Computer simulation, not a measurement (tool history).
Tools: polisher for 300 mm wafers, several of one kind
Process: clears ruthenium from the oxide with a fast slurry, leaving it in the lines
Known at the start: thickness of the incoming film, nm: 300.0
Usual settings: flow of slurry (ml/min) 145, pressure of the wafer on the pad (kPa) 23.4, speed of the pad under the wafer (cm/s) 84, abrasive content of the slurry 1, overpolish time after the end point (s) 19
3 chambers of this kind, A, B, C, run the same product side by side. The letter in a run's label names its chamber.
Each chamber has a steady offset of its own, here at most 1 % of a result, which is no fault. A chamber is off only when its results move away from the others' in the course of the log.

run	hour	flow of slurry (ml/min)	pressure of the wafer on the pad (kPa)	speed of the pad under the wafer (cm/s)	abrasive content of the slurry	overpolish time after the end point (s)	wafers polished on this pad	hours since the slurry nozzle was cleaned	hours since the head pressure was calibrated	hours since the slurry blender was calibrated	time until the end point was called (s)	dishing of a wide line in a test structure (nm)
1C	4.4	145	23.4	84	1	19	413	201.2	319	153.1	63.045	70.282
2B	7.3	145	23.4	84	1	19	654	387.5	46.2	58	63.471	67.802
3A	9.7	145	23.4	84	1	19	216	330.1	788.2	98.6	63.73	71.449
4B	13.5	145	23.4	84	1	19	733	393.7	52.4	64.2	64.031	70.74
# hour 16.2: chamber C: worn pad replaced by a new one
5C	17.4	145	23.4	84	1	19	16	214.2	332	166.1	63.856	69.934
6A	20.5	145	23.4	84	1	19	353	340.9	799	109.4	62.231	70.948
7B	24.6	145	23.4	84	1	19	874	404.8	63.5	75.3	64.166	72.522
8A	27	145	23.4	84	1	19	436	347.4	805.5	115.9	64.165	68.646
# hour 28.9: chamber B: worn pad replaced by a new one
9C	31.3	145	23.4	84	1	19	192	228.1	345.9	180	62.981	73.738
# hour 32.5: chamber A: slurry nozzle cleaned
10B	33.7	145	23.4	84	1	19	61	413.9	72.6	84.4	65.813	71.319
11C	37.5	145	23.4	84	1	19	271	234.3	352.1	186.2	63.388	68.858
12A	40.4	100	23.4	84	1	23	606	8	818.9	129.3	69.806	76.442
13C	42.6	100	23.4	84	1	23	336	239.4	357.2	191.3	69.719	79.339
# hour 43.2: chamber C: head pressure recalibrated
14B	46.8	100	23.4	84	1	23	228	427	85.7	97.5	68.566	78.795
# hour 49.6: chamber A: head pressure recalibrated
15A	50.2	145	23.4	84	1	19	731	17.8	0.7	139.1	63.277	71.9
16A	53.1	145	23.4	84	1	19	768	20.7	3.6	142	65.489	70.028
17B	55.1	145	23.4	84	0.8	19	333	435.3	94	105.8	69.091	63.08
18C	57.3	145	23.4	84	0.8	19	523	254.1	14.2	206	72.714	63.541
19B	59.4	145	23.4	84	0.8	19	388	439.6	98.3	110.1	71.081	65.451
# hour 60.5: chamber C: worn pad replaced by a new one
20C	63.7	145	23.4	84	1	19	40	260.5	20.6	212.4	68.157	67.759
21A	67.7	145	23.4	84	1	19	953	35.3	18.2	156.6	65.912	69.601
22B	70.3	145	23.4	84	0.75	12	526	450.5	109.2	121	75.621	42.121
23A	74.2	145	23.4	84	0.75	12	1036	41.8	24.7	163.1	72.958	42.238
24C	76.9	145	23.4	84	0.75	12	208	273.7	33.8	225.6	81.054	38.039
25C	81.2	145	23.4	84	1	19	263	278	38.1	229.9	69.709	64.891
26A	85.6	145	23.4	84	1	19	1180	53.2	36.1	174.5	63.938	68.233
27B	88.8	145	23.4	84	1	19	761	469	127.7	139.5	65.846	70.439
28A	91.8	145	23.4	84	1	19	1259	59.4	42.3	180.7	64.96	68.798
29B	95.2	145	23.4	84	1	19	842	475.4	134.1	145.9	65.275	69.167
30C	98.2	145	23.4	84	1	19	478	295	55.1	246.9	72.871	65.119
31A	101.8	145	23.4	84	1	19	1386	69.4	52.3	190.7	65.675	69.422
32C	104.4	145	23.4	84	1	19	557	301.2	61.3	253.1	72.263	61.647
# hour 106.8: chamber B: worn pad replaced by a new one
33B	107.4	145	23.4	84	1	19	8	487.6	146.3	158.1	64.633	71.102
# hour 107.7: chamber C: slurry nozzle cleaned
34B	110	145	23.4	84	1	19	41	490.2	148.9	160.7	67.148	71.338
35A	112.5	145	23.4	84	1	19	1522	80.1	63	201.4	65.237	72.666
# hour 114: chamber C: worn pad replaced by a new one
36C	115.8	145	23.4	84	1	19	23	8.2	72.7	264.5	75.366	58.95
# hour 117.8: chamber A: worn pad replaced by a new one
37B	118.1	145	17.2	104	1	19	144	498.3	157	168.8	69.975	64.495
38C	120.2	145	17.2	104	1	19	79	12.6	77.1	268.9	82.35	55.324
39A	123	145	17.2	104	1	19	66	90.6	73.5	211.9	67.729	65.495
40C	125.5	145	23.4	84	1	19	146	17.9	82.4	274.2	79.296	58.115
41A	128.7	195	23.4	62	1	19	138	96.3	79.2	217.6	82.479	54.648

What goes on in this fleet: one chamber off, a drifting gauge, or nothing beyond the chambers' own small offsets? Name the chamber and the cause, if any.

Chamber C drifts away from the others.
Cause: abrasive missing from the slurry, % = 35.

Here are 4 candidates for chamber C's next run, each the usual settings with a change, their results left as question marks. Which one brings its results back in line with what the others give on the usual settings?
In line means no further than this from the other chambers' mean on the usual settings: time until the end point was called (s) 3.8; dishing of a wide line in a test structure (nm) 4.8
42C-1	131.9	145	21.4	76	0.95	19					?	?
42C-2	131.9	140	19.3	70	0.95	19					?	?
42C-3	131.9	150	28.3	100	1.1	19					?	?
42C-4	131.9	145	25.5	92	1.05	19					?	?

The other chambers' mean on the usual settings: time until the end point was called (s) 64.233; dishing of a wide line in a test structure (nm) 70.365
run	time until the end point was called (s)	dishing of a wide line in a test structure (nm)
42C-1	98.547	48.097
42C-2	118.85	40.504
42C-3	52.177	83.897
42C-4	64.724	69.866
42C-4 brings the chamber back in line.

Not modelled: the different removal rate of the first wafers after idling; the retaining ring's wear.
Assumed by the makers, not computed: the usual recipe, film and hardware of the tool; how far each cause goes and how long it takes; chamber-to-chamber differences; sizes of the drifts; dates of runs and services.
